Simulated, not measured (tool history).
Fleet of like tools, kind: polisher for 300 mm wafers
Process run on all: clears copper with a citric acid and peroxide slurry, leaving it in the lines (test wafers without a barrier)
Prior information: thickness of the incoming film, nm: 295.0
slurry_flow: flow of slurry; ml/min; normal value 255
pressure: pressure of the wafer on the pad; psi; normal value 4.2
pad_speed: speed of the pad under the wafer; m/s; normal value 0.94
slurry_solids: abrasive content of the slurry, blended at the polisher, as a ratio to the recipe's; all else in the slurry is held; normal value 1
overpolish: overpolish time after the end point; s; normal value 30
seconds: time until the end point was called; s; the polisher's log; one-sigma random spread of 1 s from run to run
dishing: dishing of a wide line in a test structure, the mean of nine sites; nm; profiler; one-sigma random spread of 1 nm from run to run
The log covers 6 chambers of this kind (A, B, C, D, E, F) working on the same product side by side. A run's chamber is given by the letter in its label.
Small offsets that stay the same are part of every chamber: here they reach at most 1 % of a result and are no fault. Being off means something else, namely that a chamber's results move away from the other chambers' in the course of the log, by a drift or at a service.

run,hour,slurry_flow,pressure,pad_speed,slurry_solids,overpolish,seconds,dishing
# hour 2: chamber B: slurry blender recalibrated
# hour 5.4: chamber D: slurry blender recalibrated
1B,10.7,255,4.2,0.94,1,30,85.237,53.664
# hour 14.6: chamber E: head pressure recalibrated
2C,22.4,255,4.2,0.94,1,30,86.278,51.847
# hour 25.4: chamber B: worn pad replaced by a new one
3E,29.3,255,4.2,0.94,1,30,87.625,53.024
4F,36.3,255,4.2,0.94,1,30,87.445,51.774
# hour 39.4: chamber D: worn pad replaced by a new one
5D,43.1,255,4.2,0.94,1,30,85.189,53.726
# hour 50: chamber E: worn pad replaced by a new one
# hour 52.2: chamber A: slurry nozzle cleaned
6A,52.4,255,4.2,0.94,1,30,86.051,54.713
7A,62.4,255,4.2,0.94,1,30,86.063,55.495
# hour 70.9: chamber C: worn pad replaced by a new one
8B,72.8,255,4.2,0.94,1,30,86.441,54.604
# hour 79.8: chamber E: slurry nozzle cleaned
9F,80.1,255,4.2,0.94,1,30,86.837,54.645
10C,89.5,255,4.2,0.94,1,30,85.34,53.67
# hour 92.7: chamber F: worn pad replaced by a new one
# hour 99.2: chamber A: worn pad replaced by a new one
11D,100,255,4.2,0.94,1,30,86.205,52.992
12E,109.1,255,4.2,0.94,1,30,83.643,54.765
# hour 110.7: chamber B: worn pad replaced by a new one
13F,121.5,255,4.2,0.94,1,30,87.975,54.82
14A,127.6,255,4.2,0.94,1,30,84.857,53.407
15B,134.5,255,4.2,0.94,1,30,85.431,54.689
# hour 143.5: chamber E: worn pad replaced by a new one
16C,146.6,255,4.2,0.94,1,30,88.046,52.846
# hour 146.9: chamber B: slurry blender recalibrated
# hour 157.6: chamber D: worn pad replaced by a new one
17E,157.9,255,4.2,0.94,1,30,85.625,54.445
# hour 163.4: chamber C: worn pad replaced by a new one
18D,167.6,255,4.2,0.94,1,30,87.371,54.356
# hour 173: chamber F: slurry blender recalibrated
19A,178,255,4.2,0.94,1,30,86.402,54.322
20E,185,255,4.2,0.94,1,30,86.354,53.596
# hour 185.2: chamber B: worn pad replaced by a new one
21C,193,255,4.2,0.94,1,30,84.879,52.046
# hour 193.3: chamber A: slurry blender recalibrated
# hour 195.1: chamber C: slurry blender recalibrated
# hour 198.9: chamber B: slurry nozzle cleaned
# hour 202.2: chamber B: head pressure recalibrated
22D,203.6,255,4.2,0.94,1,30,87.601,53.631
# hour 208.6: chamber C: slurry nozzle cleaned
23B,212.4,255,4.2,0.94,1,30,86.442,54.219
# hour 213.6: chamber A: worn pad replaced by a new one
24F,221.8,255,4.2,0.94,1,45,86.614,68.675
# hour 224: chamber E: slurry blender recalibrated
# hour 225.4: chamber F: worn pad replaced by a new one
25C,227.9,255,4.2,0.94,1,45,85.751,66.176
26E,238.5,255,4.2,0.94,1,45,85.281,66.039
# hour 239.1: chamber E: worn pad replaced by a new one
27F,247.6,255,4.2,0.94,1,45,86.107,67.408
28A,256.8,255,4.2,0.94,1,45,86.012,66.198
# hour 258.3: chamber C: worn pad replaced by a new one
29D,268.5,255,4.2,0.94,1,45,87.864,69.223
# hour 269.5: chamber B: worn pad replaced by a new one
# hour 278.7: chamber D: worn pad replaced by a new one
30B,280.2,255,3.3,0.62,1,30,164.26,34.725
# hour 286: chamber C: head pressure recalibrated
31E,289.4,255,3.3,0.62,1,30,164.86,33.681
# hour 289.8: chamber F: slurry nozzle cleaned
32A,299,255,3.3,0.62,1,30,161.5,32.782
# hour 303.5: chamber B: slurry blender recalibrated
33C,306.1,255,3.3,0.62,1,30,161.06,33.041
34F,312.8,255,3.3,0.62,1,30,163.28,33.91
# hour 317.5: chamber D: slurry nozzle cleaned
35B,325.5,255,3.3,0.62,1,30,162.35,34.512
# hour 327.4: chamber E: worn pad replaced by a new one
# hour 333.5: chamber F: worn pad replaced by a new one
# hour 334.8: chamber D: head pressure recalibrated
# hour 336.6: chamber A: worn pad replaced by a new one
36D,337.3,255,4.2,0.94,1,30,86.438,53.999
37A,346.6,255,4.2,0.94,1,30,87.455,56.001
# hour 347.4: chamber B: worn pad replaced by a new one
38B,352.3,255,4.2,0.94,1,30,83.845,54.998
# hour 353.6: chamber F: head pressure recalibrated
# hour 354.6: chamber C: worn pad replaced by a new one
39F,358.3,255,4.2,0.94,1,30,86.027,52.585
40D,366.6,255,4.2,0.94,1,30,88.874,53.525
41C,375.8,255,4.2,0.94,1,30,85.776,53.794
42E,384.8,255,4.2,0.78,1.15,30,100.65,50.209
43A,393.5,255,4.2,0.78,1.15,30,101.22,48.864

Read the log: is a single chamber off, either drifting away or since a service, is the gauge that measures every chamber drifting, or is nothing wrong beyond small per-chamber offsets? Name any odd chamber and what most likely caused it.

The fleet is healthy, with each chamber sitting at its usual small offset and no drift in the gauge.
